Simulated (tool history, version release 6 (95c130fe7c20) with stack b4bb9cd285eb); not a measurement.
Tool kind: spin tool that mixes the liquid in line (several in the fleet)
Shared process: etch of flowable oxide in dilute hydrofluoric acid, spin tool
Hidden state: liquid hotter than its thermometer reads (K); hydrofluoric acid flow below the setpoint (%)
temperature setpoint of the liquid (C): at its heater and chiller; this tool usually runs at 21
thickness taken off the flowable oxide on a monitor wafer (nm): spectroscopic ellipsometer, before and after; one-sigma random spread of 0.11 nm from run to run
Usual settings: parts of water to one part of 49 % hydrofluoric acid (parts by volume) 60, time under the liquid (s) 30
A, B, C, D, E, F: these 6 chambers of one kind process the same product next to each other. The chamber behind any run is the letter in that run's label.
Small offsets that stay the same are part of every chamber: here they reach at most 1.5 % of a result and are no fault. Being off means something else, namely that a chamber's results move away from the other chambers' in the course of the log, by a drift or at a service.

run,hour,temperature setpoint of the liquid (C),parts of water to one part of 49 % hydrofluoric acid (parts by volume),time under the liquid (s),hours since the thermometer was replaced,hours since the hydrofluoric acid flow meter was replaced,"read-back film thickness of the flowable oxide reference wafer, read on the same gauge (nm)",thickness taken off the flowable oxide on a monitor wafer (nm)
1D,10.9,21,60,30,676.7,1345.6,139.99,12.76
2A,22.4,21,60,30,2097.4,70.6,140.05,12.532
3E,34.7,21,60,30,129.7,256.2,139.97,12.726
4C,47.1,21,60,30,1657.3,501.8,140.05,12.907
5F,54.8,21,60,30,811.7,1274.6,139.97,12.739
6B,66,21,60,30,684.4,433.6,140.03,13.044
7B,79,24.5,60,15,697.4,446.6,140.03,7.4048
8D,90.1,24.5,60,15,755.9,1424.8,139.99,7.4481
9E,98.6,24.5,60,15,193.6,320.1,140,7.383
10C,109.8,24.5,60,15,1720,564.5,140.01,7.3776
11F,124.1,24.5,60,15,881,1343.9,139.99,7.2665
12A,139.1,24.5,60,15,2214.1,187.3,140.01,7.2777
13C,148.1,21,60,30,1758.3,602.8,139.99,12.662
14B,156.7,21,60,30,775.1,524.3,139.98,12.896
15D,164.6,21,60,30,830.4,1499.3,140,12.846
16E,177,21,85,15,272,398.5,140.04,4.3917
17F,186.9,21,85,15,943.8,1406.7,139.97,4.2886
18A,197.1,21,85,15,2272.1,245.3,140.02,4.2591
19B,204.6,21,85,15,823,572.2,140,4.3144
20D,215.5,21,85,15,881.3,1550.2,140,4.3572
# hour 228.6: chamber D: hydrofluoric acid flow meter replaced
21C,230.5,21,85,15,1840.7,685.2,140.01,4.3313
22A,239.7,21,35,50,2314.7,287.9,139.99,38.04
23F,254.8,21,35,50,1011.7,1474.6,140.02,36.835
24E,264.7,21,35,50,359.7,486.2,140.03,37.623
# hour 273.3: chamber B: thermometer replaced
25A,276.5,21,35,50,2351.5,324.7,140.01,37.465
# hour 282.5: chamber A: thermometer replaced
26B,285.9,21,35,50,12.6,653.5,139.99,37.601
27C,297.9,21,35,50,1908.1,752.6,139.99,37.228
28D,305.4,21,60,30,971.2,76.8,140.01,12.754
29E,316.1,21,60,30,411.1,537.6,140.01,12.784
30F,328,21,60,30,1084.9,1547.8,140.02,12.491
31B,335.6,22.5,75,30,62.3,703.2,139.99,10.487
32D,343.9,22.5,75,30,1009.7,115.3,140.02,10.712
33F,357.9,22.5,75,30,1114.8,1577.7,139.99,10.438
# hour 365.1: chamber E: hydrofluoric acid flow meter replaced
34E,373.4,22.5,75,30,468.4,8.3,140,10.787
35C,385.5,22.5,75,30,1995.7,840.2,139.97,10.686
36A,395,22.5,75,30,112.6,443.2,139.97,10.66
37A,407.5,21,60,30,125.1,455.7,140,12.59

Is one chamber off against the others, does the gauge drift, or is nothing wrong? If a chamber is off, say which, and what the likeliest cause is.

No chamber is off and the gauge is stable; the differences are just each chamber's small, constant offset.

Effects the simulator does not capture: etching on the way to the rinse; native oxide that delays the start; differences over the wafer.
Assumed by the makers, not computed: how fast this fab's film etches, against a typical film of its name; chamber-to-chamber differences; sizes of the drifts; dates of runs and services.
